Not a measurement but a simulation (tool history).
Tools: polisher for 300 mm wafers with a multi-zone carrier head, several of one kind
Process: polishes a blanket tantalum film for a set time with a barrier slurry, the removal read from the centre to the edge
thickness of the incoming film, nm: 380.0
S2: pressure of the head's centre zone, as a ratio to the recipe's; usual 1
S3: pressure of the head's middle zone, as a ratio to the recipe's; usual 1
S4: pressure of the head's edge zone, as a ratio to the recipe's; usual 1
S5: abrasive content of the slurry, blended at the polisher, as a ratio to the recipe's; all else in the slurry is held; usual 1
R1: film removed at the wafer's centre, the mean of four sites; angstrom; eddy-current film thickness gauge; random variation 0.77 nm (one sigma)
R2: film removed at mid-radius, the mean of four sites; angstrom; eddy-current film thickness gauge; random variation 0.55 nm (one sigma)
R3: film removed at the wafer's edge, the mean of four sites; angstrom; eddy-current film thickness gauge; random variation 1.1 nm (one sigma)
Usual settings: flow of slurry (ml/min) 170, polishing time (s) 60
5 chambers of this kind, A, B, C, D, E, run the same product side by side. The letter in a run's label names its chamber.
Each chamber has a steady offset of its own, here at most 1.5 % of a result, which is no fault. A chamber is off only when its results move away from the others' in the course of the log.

Run 1D, day 0.117: usual settings. Result: R1 853.4 angstrom, R2 853.92 angstrom, R3 860.14 angstrom.
Run 2B, day 0.246: usual settings. Result: R1 856.3 angstrom, R2 853.92 angstrom, R3 849.05 angstrom.
Run 3C, day 0.362: usual settings. Result: R1 869.17 angstrom, R2 835.33 angstrom, R3 845.19 angstrom.
Run 4A, day 0.588: usual settings. Result: R1 851.65 angstrom, R2 877.94 angstrom, R3 857.6 angstrom.
At day 0.833: chamber E: worn pad replaced by a new one.
Run 5E, day 0.842: usual settings but flow of slurry (ml/min) 225. Result: R1 901.15 angstrom, R2 890.2 angstrom, R3 900.55 angstrom.
Run 6A, day 1.067: usual settings but flow of slurry (ml/min) 225. Result: R1 902.59 angstrom, R2 904.94 angstrom, R3 883.55 angstrom.
At day 1.096: chamber B: worn pad replaced by a new one.
At day 1.104: chamber E: edge zone pressure recalibrated.
Run 7C, day 1.312: usual settings but flow of slurry (ml/min) 225. Result: R1 918.6 angstrom, R2 870.82 angstrom, R3 875.92 angstrom.
At day 1.35: chamber D: worn pad replaced by a new one.
Run 8D, day 1.512: usual settings but flow of slurry (ml/min) 225. Result: R1 906.05 angstrom, R2 888.82 angstrom, R3 896.42 angstrom.
At day 1.621: chamber C: worn pad replaced by a new one.
Run 9B, day 1.654: usual settings but flow of slurry (ml/min) 225. Result: R1 899.51 angstrom, R2 895.41 angstrom, R3 879.89 angstrom.
Run 10E, day 1.792: usual settings. Result: R1 849.34 angstrom, R2 857.02 angstrom, R3 847.04 angstrom.
Run 11D, day 1.971: usual settings. Result: R1 866.41 angstrom, R2 853 angstrom, R3 854.21 angstrom.
Run 12B, day 2.125: usual settings. Result: R1 860.63 angstrom, R2 844.87 angstrom, R3 847.14 angstrom.
Run 13C, day 2.354: usual settings. Result: R1 862.08 angstrom, R2 851.48 angstrom, R3 850.58 angstrom.
Run 14E, day 2.508: usual settings. Result: R1 849.13 angstrom, R2 847.57 angstrom, R3 871.45 angstrom.
Run 15A, day 2.725: usual settings but S4 0.92, S5 1.2. Result: R1 904.47 angstrom, R2 909.35 angstrom, R3 873.32 angstrom.
Run 16E, day 2.9: usual settings but S4 0.92, S5 1.2. Result: R1 890.5 angstrom, R2 892.28 angstrom, R3 851.91 angstrom.
Run 17A, day 3.033: usual settings but S4 0.92, S5 1.2. Result: R1 906.42 angstrom, R2 915 angstrom, R3 864.64 angstrom.
At day 3.096: chamber A: edge zone pressure recalibrated.
At day 3.1: chamber D: worn pad replaced by a new one.
Run 18C, day 3.167: usual settings but S4 0.92, S5 1.2. Result: R1 908.9 angstrom, R2 886.93 angstrom, R3 853.63 angstrom.
At day 3.208: chamber A: worn pad replaced by a new one.
Run 19B, day 3.329: usual settings but S4 0.92, S5 1.2. Result: R1 902.37 angstrom, R2 901.17 angstrom, R3 871.44 angstrom.
Run 20D, day 3.492: usual settings but S3 0.96. Result: R1 853.77 angstrom, R2 825.19 angstrom, R3 853.55 angstrom.
At day 3.521: chamber E: worn pad replaced by a new one.
Run 21E, day 3.612: usual settings but S3 0.96. Result: R1 858.05 angstrom, R2 814.47 angstrom, R3 850.65 angstrom.
Run 22C, day 3.829: usual settings but S3 0.96. Result: R1 863.85 angstrom, R2 814.41 angstrom, R3 860.27 angstrom.
At day 3.954: chamber B: centre zone pressure recalibrated.
Run 23B, day 4.038: usual settings but S3 0.96. Result: R1 852.92 angstrom, R2 824.69 angstrom, R3 856.49 angstrom.
At day 4.179: chamber A: slurry nozzle cleaned.
Run 24A, day 4.267: usual settings but S3 0.96. Result: R1 862.75 angstrom, R2 845.27 angstrom, R3 879.41 angstrom.
Run 25D, day 4.508: usual settings but flow of slurry (ml/min) 125, S2 0.92. Result: R1 742.22 angstrom, R2 797.46 angstrom, R3 821.56 angstrom.
Run 26A, day 4.738: usual settings but flow of slurry (ml/min) 125, S2 0.92. Result: R1 743.19 angstrom, R2 821.57 angstrom, R3 822.32 angstrom.
Run 27C, day 4.888: usual settings but flow of slurry (ml/min) 125, S2 0.92. Result: R1 723.37 angstrom, R2 799.84 angstrom, R3 814.02 angstrom.
At day 4.929: chamber D: worn pad replaced by a new one.
At day 5.021: chamber B: worn pad replaced by a new one.
Run 28E, day 5.146: usual settings but flow of slurry (ml/min) 125, S2 0.92. Result: R1 752.04 angstrom, R2 805.16 angstrom, R3 820.02 angstrom.
Run 29B, day 5.35: usual settings but flow of slurry (ml/min) 125, S2 0.92. Result: R1 717.5 angstrom, R2 795.44 angstrom, R3 805.57 angstrom.
Run 30D, day 5.521: usual settings but flow of slurry (ml/min) 135, polishing time (s) 51. Result: R1 705.62 angstrom, R2 700.13 angstrom, R3 714.26 angstrom.
Run 31D, day 5.725: usual settings but flow of slurry (ml/min) 135, polishing time (s) 51. Result: R1 708.55 angstrom, R2 692.15 angstrom, R3 710.21 angstrom.
Run 32A, day 5.983: usual settings but flow of slurry (ml/min) 135, polishing time (s) 51. Result: R1 705.1 angstrom, R2 713.28 angstrom, R3 704.74 angstrom.
Run 33C, day 6.125: usual settings but flow of slurry (ml/min) 135, polishing time (s) 51. Result: R1 680.04 angstrom, R2 681.32 angstrom, R3 691.35 angstrom.
Run 34E, day 6.342: usual settings but flow of slurry (ml/min) 135, polishing time (s) 51. Result: R1 735.25 angstrom, R2 691.7 angstrom, R3 689.78 angstrom.
Run 35B, day 6.471: usual settings but S4 1.11, polishing time (s) 76. Result: R1 1087.8 angstrom, R2 1087.2 angstrom, R3 1171.9 angstrom.
Run 36B, day 6.6: usual settings but S4 1.11, polishing time (s) 76. Result: R1 1091.1 angstrom, R2 1080.2 angstrom, R3 1177.2 angstrom.
At day 6.604: chamber E: worn pad replaced by a new one.
At day 6.779: chamber C: worn pad replaced by a new one.
At day 6.788: chamber E: slurry nozzle cleaned.
Run 37E, day 6.812: usual settings but S4 1.11, polishing time (s) 76. Result: R1 1153.2 angstrom, R2 1063.5 angstrom, R3 1138.7 angstrom.
At day 6.821: chamber D: worn pad replaced by a new one.
Run 38C, day 7: usual settings but S4 1.11, polishing time (s) 76. Result: R1 1099.1 angstrom, R2 1080.8 angstrom, R3 1126.9 angstrom.
Run 39D, day 7.233: usual settings but S4 1.11, polishing time (s) 76. Result: R1 1094.3 angstrom, R2 1077.9 angstrom, R3 1163.9 angstrom.
At day 7.242: chamber A: worn pad replaced by a new one.
Run 40A, day 7.479: usual settings. Result: R1 878.67 angstrom, R2 868.07 angstrom, R3 862.12 angstrom.
Run 41A, day 7.638: usual settings. Result: R1 864.43 angstrom, R2 872.57 angstrom, R3 865.02 angstrom.

All 5 chambers run these settings next. Forecast each chamber's results:
Run 42A, day 7.825: usual settings. Result: R1 ?, R2 ?, R3 ?.
Run 42B, day 7.825: usual settings. Result: R1 ?, R2 ?, R3 ?.
Run 42C, day 7.825: usual settings. Result: R1 ?, R2 ?, R3 ?.
Run 42D, day 7.825: usual settings. Result: R1 ?, R2 ?, R3 ?.
Run 42E, day 7.825: usual settings. Result: R1 ?, R2 ?, R3 ?.

run      R1      R2      R3
42A  866.66  870.33  858.07
42B  855.34  852.49  867.33
42C  858.53  834.61  844.17
42D  871.95  862.01  864.39
42E  933.16  848.51   853.8
